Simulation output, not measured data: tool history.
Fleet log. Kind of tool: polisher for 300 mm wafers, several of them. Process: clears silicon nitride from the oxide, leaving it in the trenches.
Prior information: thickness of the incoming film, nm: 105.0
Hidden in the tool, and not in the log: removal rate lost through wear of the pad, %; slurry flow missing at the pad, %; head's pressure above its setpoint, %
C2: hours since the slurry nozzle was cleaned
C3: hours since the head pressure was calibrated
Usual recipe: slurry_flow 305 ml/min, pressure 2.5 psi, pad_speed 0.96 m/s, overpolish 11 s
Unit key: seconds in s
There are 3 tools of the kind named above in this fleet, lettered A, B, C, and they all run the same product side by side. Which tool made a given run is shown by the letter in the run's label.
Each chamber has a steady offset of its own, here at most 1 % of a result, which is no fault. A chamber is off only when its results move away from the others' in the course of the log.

Run 1C, hour 3.9: usual settings; wafers polished on this pad 179; C2 126.2; C3 502.0. Result: seconds 144.02 s.
Run 2B, hour 7.4: usual settings; wafers polished on this pad 758; C2 571.1; C3 521.5. Result: seconds 150.86 s.
Run 3A, hour 10.4: usual settings; wafers polished on this pad 214; C2 919.7; C3 592.1. Result: seconds 149.20 s.
Run 4B, hour 14.7: usual settings; wafers polished on this pad 794; C2 578.4; C3 528.8. Result: seconds 153.63 s.
Run 5A, hour 19.9: usual settings; wafers polished on this pad 262; C2 929.2; C3 601.6. Result: seconds 155.77 s.
Run 6C, hour 24.0: usual settings; wafers polished on this pad 280; C2 146.3; C3 522.1. Result: seconds 143.29 s.
Run 7A, hour 26.9: usual settings; wafers polished on this pad 297; C2 936.2; C3 608.6. Result: seconds 150.82 s.
Run 8C, hour 30.6: usual settings; wafers polished on this pad 313; C2 152.9; C3 528.7. Result: seconds 147.65 s.
Run 9B, hour 34.3: usual settings; wafers polished on this pad 892; C2 598.0; C3 548.4. Result: seconds 147.31 s.
Run 10B, hour 38.1: usual settings; wafers polished on this pad 911; C2 601.8; C3 552.2. Result: seconds 146.35 s.
Run 11C, hour 40.5: usual settings but slurry_flow 240 ml/min, overpolish 17 s; wafers polished on this pad 362; C2 162.8; C3 538.6. Result: seconds 146.03 s.
Run 12A, hour 44.1: usual settings but slurry_flow 240 ml/min, overpolish 17 s; wafers polished on this pad 383; C2 953.4; C3 625.8. Result: seconds 159.23 s.
Run 13C, hour 47.8: usual settings but slurry_flow 240 ml/min, overpolish 17 s; wafers polished on this pad 399; C2 170.1; C3 545.9. Result: seconds 147.40 s.
Run 14B, hour 51.2: usual settings; wafers polished on this pad 977; C2 614.9; C3 565.3. Result: seconds 150.86 s.
Run 15A, hour 55.7: usual settings; wafers polished on this pad 441; C2 965.0; C3 637.4. Result: seconds 152.16 s.
Run 16B, hour 60.0: usual settings; wafers polished on this pad 1021; C2 623.7; C3 574.1. Result: seconds 147.68 s.
At hour 60.1: chamber A: slurry nozzle cleaned.
At hour 63.3: chamber B: slurry nozzle cleaned.
Run 17A, hour 64.3: usual settings; wafers polished on this pad 484; C2 4.2; C3 646.0. Result: seconds 153.00 s.
Run 18C, hour 67.3: usual settings; wafers polished on this pad 496; C2 189.6; C3 565.4. Result: seconds 143.78 s.
At hour 69.1: chamber B: worn pad replaced by a new one.
Run 19C, hour 70.8: usual settings; wafers polished on this pad 514; C2 193.1; C3 568.9. Result: seconds 147.91 s.
Run 20A, hour 74.6: usual settings; wafers polished on this pad 535; C2 14.5; C3 656.3. Result: seconds 152.07 s.
Run 21B, hour 78.6: usual settings; wafers polished on this pad 47; C2 15.3; C3 592.7. Result: seconds 144.01 s.
Run 22C, hour 83.5: usual settings; wafers polished on this pad 577; C2 205.8; C3 581.6. Result: seconds 146.25 s.
Run 23B, hour 86.9: usual settings; wafers polished on this pad 89; C2 23.6; C3 601.0. Result: seconds 149.97 s.
Run 24A, hour 91.4: usual settings but slurry_flow 370 ml/min, pad_speed 1.12 m/s; wafers polished on this pad 619; C2 31.3; C3 673.1. Result: seconds 130.56 s.
Run 25A, hour 95.3: usual settings but slurry_flow 370 ml/min, pad_speed 1.12 m/s; wafers polished on this pad 639; C2 35.2; C3 677.0. Result: seconds 125.24 s.
Run 26B, hour 99.8: usual settings but slurry_flow 370 ml/min, pad_speed 1.12 m/s; wafers polished on this pad 153; C2 36.5; C3 613.9. Result: seconds 126.08 s.
Run 27C, hour 102.9: usual settings but slurry_flow 370 ml/min, overpolish 7 s; wafers polished on this pad 674; C2 225.2; C3 601.0. Result: seconds 148.45 s.
At hour 104.8: chamber A: worn pad replaced by a new one.
Run 28C, hour 107.1: usual settings but slurry_flow 370 ml/min, overpolish 7 s; wafers polished on this pad 695; C2 229.4; C3 605.2. Result: seconds 146.60 s.
Run 29A, hour 109.9: usual settings but slurry_flow 370 ml/min, overpolish 7 s; wafers polished on this pad 25; C2 49.8; C3 691.6. Result: seconds 149.01 s.

Next, every chamber runs the same settings. What will each give?
Run 30A, hour 113.7: usual settings but overpolish 16 s. Result: seconds ?.
Run 30B, hour 113.7: usual settings but overpolish 16 s. Result: seconds ?.
Run 30C, hour 113.7: usual settings but overpolish 16 s. Result: seconds ?.

run  seconds
30A   151.41
30B   148.97
30C   141.54
